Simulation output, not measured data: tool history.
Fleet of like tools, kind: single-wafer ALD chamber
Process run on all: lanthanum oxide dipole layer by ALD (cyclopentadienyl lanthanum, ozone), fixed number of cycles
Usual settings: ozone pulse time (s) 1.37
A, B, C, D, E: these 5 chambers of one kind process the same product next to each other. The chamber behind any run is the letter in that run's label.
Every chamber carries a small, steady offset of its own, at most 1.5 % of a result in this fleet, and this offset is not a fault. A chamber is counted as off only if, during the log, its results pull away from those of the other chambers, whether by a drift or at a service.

run,day,ozone pulse time (s),"read-back reference wafer on the same gauge, thickness_nm",mean film thickness on the monitor wafer (angstrom)
1B,0.142,1.37,0.51391,5.4247
2E,0.312,1.37,0.51433,5.4392
3D,0.579,1.37,0.51379,5.4076
4A,0.867,1.37,0.51395,5.3169
5C,1.05,1.37,0.51345,5.4026
6D,1.212,1.37,0.51382,5.4096
7C,1.462,1.37,0.51401,5.4022
8B,1.733,1.37,0.51423,5.4376
9A,1.883,1.11,0.51401,5.0931
10E,2.012,1.11,0.5138,5.1642
11B,2.171,1.11,0.51372,5.1441
12C,2.417,1.11,0.51385,5.1905
13A,2.612,1.11,0.51397,5.0701
14E,2.858,1.37,0.51392,5.3981
15D,3.046,1.1,0.51403,5.1769
16D,3.196,1.1,0.51403,5.1273
17E,3.442,1.1,0.51413,5.171
18B,3.721,1.1,0.51384,5.1658
19C,3.904,1.1,0.51395,5.1424
20A,4.038,1.37,0.51359,5.3282
21C,4.208,1.37,0.5139,5.4294
22D,4.35,1.73,0.51429,5.5849
23B,4.588,1.73,0.51375,5.6184
24E,4.862,1.73,0.51365,5.6007
25A,5.021,1.73,0.51425,5.5447
# day 5.192: chamber A: ozone generator serviced
26E,5.262,1.73,0.51372,5.5976
27B,5.438,1.37,0.5141,5.4311
28C,5.629,1.37,0.51382,5.3695
# day 5.792: chamber B: ozone generator serviced
29D,5.9,1.37,0.51383,5.3912
30A,6.162,1.37,0.51368,5.3658
31B,6.3,1.37,0.51399,5.4506
32A,6.596,0.86,0.51417,4.7115
33C,6.812,0.86,0.51375,4.7788
34D,6.954,0.86,0.51437,4.7543

Next, every chamber runs the same settings. What will each give?
35A,7.171,1.12,,?
35B,7.171,1.12,,?
35C,7.171,1.12,,?
35D,7.171,1.12,,?
35E,7.171,1.12,,?

run,mean film thickness on the monitor wafer (angstrom)
35A,5.1051
35B,5.1938
35C,5.178
35D,5.1728
35E,5.1676
